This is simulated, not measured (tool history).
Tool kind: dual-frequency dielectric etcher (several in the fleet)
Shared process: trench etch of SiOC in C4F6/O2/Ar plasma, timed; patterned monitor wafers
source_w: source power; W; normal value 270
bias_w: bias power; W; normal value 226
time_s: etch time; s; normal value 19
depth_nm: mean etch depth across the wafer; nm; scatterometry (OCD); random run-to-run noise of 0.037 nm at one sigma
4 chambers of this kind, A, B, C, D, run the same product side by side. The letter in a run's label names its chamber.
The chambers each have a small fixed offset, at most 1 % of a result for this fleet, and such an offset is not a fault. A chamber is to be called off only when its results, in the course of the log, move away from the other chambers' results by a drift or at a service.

| run | hour | source_w | bias_w | time_s | read-back reference wafer on the same gauge, depth_nm | depth_nm |
|---|---|---|---|---|---|---|
| 1D | 4.6 | 270 | 226 | 19 | 39.687 | 36.774 |
| 2B | 10 | 270 | 226 | 19 | 39.691 | 36.209 |
| 3C | 14.3 | 270 | 226 | 19 | 39.685 | 36.576 |
| 4A | 18.1 | 270 | 226 | 19 | 39.682 | 36.651 |
| 5D | 23.7 | 270 | 226 | 19 | 39.676 | 36.789 |
| 6A | 27.8 | 270 | 226 | 19 | 39.672 | 36.611 |
| 7B | 33.3 | 270 | 226 | 19 | 39.659 | 36.211 |
| 8C | 36.9 | 270 | 226 | 19 | 39.66 | 36.469 |
| 9C | 42.1 | 270 | 226 | 19 | 39.648 | 36.556 |
| 10B | 47.7 | 270 | 226 | 19 | 39.645 | 36.22 |
|  | 48.7 | chamber B: wet clean of the chamber |
| 11D | 53 | 270 | 226 | 19 | 39.647 | 36.758 |
| 12A | 58.3 | 270 | 226 | 19 | 39.629 | 36.612 |
| 13D | 61.6 | 270 | 226 | 19 | 39.633 | 36.793 |
| 14C | 66.4 | 270 | 226 | 19 | 39.627 | 36.49 |
| 15A | 70.3 | 270 | 226 | 19 | 39.636 | 36.651 |
| 16B | 75 | 270 | 226 | 19 | 39.616 | 36.24 |
| 17D | 80.2 | 210 | 202 | 19 | 39.617 | 32.14 |
| 18C | 86.5 | 210 | 202 | 19 | 39.592 | 31.891 |
| 19A | 91.3 | 210 | 202 | 19 | 39.592 | 32.04 |
| 20B | 95.2 | 210 | 202 | 19 | 39.604 | 31.63 |
| 21B | 98 | 270 | 226 | 19 | 39.586 | 36.23 |
|  | 99.5 | chamber C: wet clean of the chamber |
| 22C | 101.1 | 270 | 226 | 19 | 39.585 | 36.538 |
| 23D | 105 | 270 | 226 | 19 | 39.587 | 36.67 |
| 24A | 109.3 | 240 | 226 | 19 | 39.585 | 34.914 |
| 25D | 115.1 | 240 | 226 | 19 | 39.582 | 35.068 |
| 26B | 118.5 | 240 | 226 | 19 | 39.567 | 34.585 |
| 27C | 123.9 | 240 | 226 | 19 | 39.565 | 34.831 |
| 28A | 130.3 | 270 | 226 | 19 | 39.561 | 36.436 |
| 29B | 133.7 | 270 | 226 | 19 | 39.552 | 36.096 |
| 30A | 140 | 270 | 226 | 19 | 39.547 | 36.525 |
| 31C | 145.6 | 270 | 226 | 19 | 39.542 | 36.462 |

One chamber off, gauge drift, or nothing amiss beyond the chambers' own small offsets? If it is a chamber, which one, and what is the likeliest cause?

No chamber is off; the gauge reading every chamber's wafers drifts, which makes the whole fleet appear to move together.
Likeliest cause: gauge reads low (%) = 0.417.

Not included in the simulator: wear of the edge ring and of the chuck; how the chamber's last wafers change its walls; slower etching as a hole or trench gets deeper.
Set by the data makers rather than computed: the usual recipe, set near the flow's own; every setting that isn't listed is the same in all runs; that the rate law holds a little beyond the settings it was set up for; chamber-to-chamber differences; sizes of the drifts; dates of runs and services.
